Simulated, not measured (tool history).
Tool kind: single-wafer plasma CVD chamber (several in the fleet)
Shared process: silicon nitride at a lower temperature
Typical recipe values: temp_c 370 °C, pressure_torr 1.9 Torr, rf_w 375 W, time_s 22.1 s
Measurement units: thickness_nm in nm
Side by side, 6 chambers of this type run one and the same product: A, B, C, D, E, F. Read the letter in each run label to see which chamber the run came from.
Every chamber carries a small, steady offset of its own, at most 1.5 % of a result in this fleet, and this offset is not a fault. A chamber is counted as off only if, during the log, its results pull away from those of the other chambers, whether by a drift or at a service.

run,hour,temp_c,pressure_torr,rf_w,time_s,hours since the last thermocouple change,hours since the last RF generator calibration,hours since the last manometer calibration,"read-back reference wafer on the same gauge, thickness_nm",thickness_nm
1E,12.3,370,1.9,375,22.1,1749.4,606.5,417.3,25.892,31.070
# hour 16.6: chamber C: thermocouple changed; heater temperature recalibrated
2A,26.9,370,1.9,375,22.1,737.9,740.7,692.3,25.890,31.131
3D,43.0,370,1.9,375,22.1,2429.9,1802.6,708.4,25.902,31.198
4B,58.5,370,1.9,375,22.1,601.1,1164.4,529.3,25.904,31.289
5C,66.2,370,1.9,375,22.1,49.6,904.1,1350.5,25.909,30.839
# hour 69.5: chamber E: thermocouple changed; heater temperature recalibrated
6F,79.4,370,1.9,375,22.1,2014.3,641.6,2462.4,25.904,31.239
7B,87.4,370,1.9,375,22.1,630.0,1193.3,558.2,25.883,31.200
8F,95.4,370,1.9,375,22.1,2030.3,657.6,2478.4,25.892,31.009
# hour 96.5: chamber D: RF generator calibrated
9C,108.2,370,1.9,375,22.1,91.6,946.1,1392.5,25.904,30.812
10A,120.3,370,1.9,375,22.1,831.3,834.1,785.7,25.893,31.264
11E,129.3,370,1.9,310,22.1,59.9,723.5,534.3,25.888,27.441
12D,137.8,370,1.9,310,22.1,2524.7,41.4,803.2,25.904,27.734
13E,146.8,370,1.9,310,22.1,77.4,741.0,551.8,25.902,27.374
14F,156.3,370,1.9,310,22.1,2091.2,718.5,2539.3,25.914,27.618
15A,170.0,370,1.9,310,22.1,881.0,883.8,835.4,25.913,27.604
16C,184.5,370,1.9,310,22.1,167.9,1022.4,1468.8,25.905,27.291
17B,199.1,370,1.9,375,22.1,741.7,1305.0,669.9,25.881,31.286
18D,214.5,384,1.9,375,22.1,2601.4,118.1,879.9,25.880,31.117
19F,227.1,384,1.9,375,22.1,2162.0,789.3,2610.1,25.905,30.963
# hour 231.0: chamber F: capacitance manometer re-zeroed and calibrated
20A,242.9,384,1.9,375,22.1,953.9,956.7,908.3,25.900,31.137
21B,254.6,384,1.9,375,22.1,797.2,1360.5,725.4,25.900,31.052
# hour 262.5: chamber E: RF generator calibrated
22D,263.6,384,1.9,375,22.1,2650.5,167.2,929.0,25.884,31.047
# hour 268.4: chamber D: capacitance manometer re-zeroed and calibrated
23C,273.7,384,1.9,375,22.1,257.1,1111.6,1558.0,25.901,30.851
24E,281.0,370,1.9,375,22.1,211.6,18.6,686.0,25.903,31.164
25F,292.8,370,1.9,375,22.1,2227.7,855.0,61.8,25.897,31.198
26D,305.8,370,1.9,375,22.1,2692.7,209.4,37.5,25.899,30.699
27B,315.9,370,1.9,375,22.1,858.5,1421.8,786.7,25.907,31.190
# hour 316.1: chamber C: capacitance manometer re-zeroed and calibrated
28E,330.3,370,1.9,375,22.1,260.9,67.9,735.3,25.906,31.065
29A,340.8,370,1.9,375,22.1,1051.8,1054.6,1006.2,25.898,31.304
30C,351.0,370,1.9,375,22.1,334.4,1188.9,34.9,25.892,30.868
31A,362.0,370,1.9,375,22.1,1073.0,1075.8,1027.4,25.898,31.258
32E,373.2,370,1.9,375,22.1,303.8,110.8,778.2,25.900,31.127
33B,382.0,370,1.9,375,22.1,924.6,1487.9,852.8,25.893,31.299
34D,389.7,370,1.9,375,22.1,2776.6,293.3,121.4,25.905,30.815
35F,403.0,370,1.9,375,22.1,2337.9,965.2,172.0,25.901,31.181
36C,418.0,370,1.9,375,22.1,401.4,1255.9,101.9,25.895,30.943
37A,429.4,370,1.9,375,22.1,1140.4,1143.2,1094.8,25.910,31.232

Decide between three cases: one chamber stands off from its peers, the gauge reading all wafers drifts, or nothing is wrong past each chamber's small offset. Where a chamber is off, say which and what most likely put it there.

Chamber D has stood off from the others ever since a service on it.
What lies behind it: true pressure below the setpoint (%) = 5.69.

Which of the 4 candidates below, each the usual settings with something changed and its results left as question marks, puts chamber D back in line with what the other chambers give on the usual settings?
To be in line, a result may differ from the other chambers' mean on the usual settings by at most: thickness_nm 0.250 nm
38D-1,441.3,370,1.90,375,22.3,,,,,?
38D-2,441.3,370,1.72,375,22.1,,,,,?
38D-3,441.3,370,1.91,380,22.5,,,,,?
38D-4,441.3,370,1.82,375,22.1,,,,,?

Other chambers, usual settings, mean: thickness_nm 31.135 nm
run,thickness_nm
38D-1,31.053
38D-2,29.953
38D-3,31.637
38D-4,30.419
38D-1 puts the chamber back in line with the other chambers.
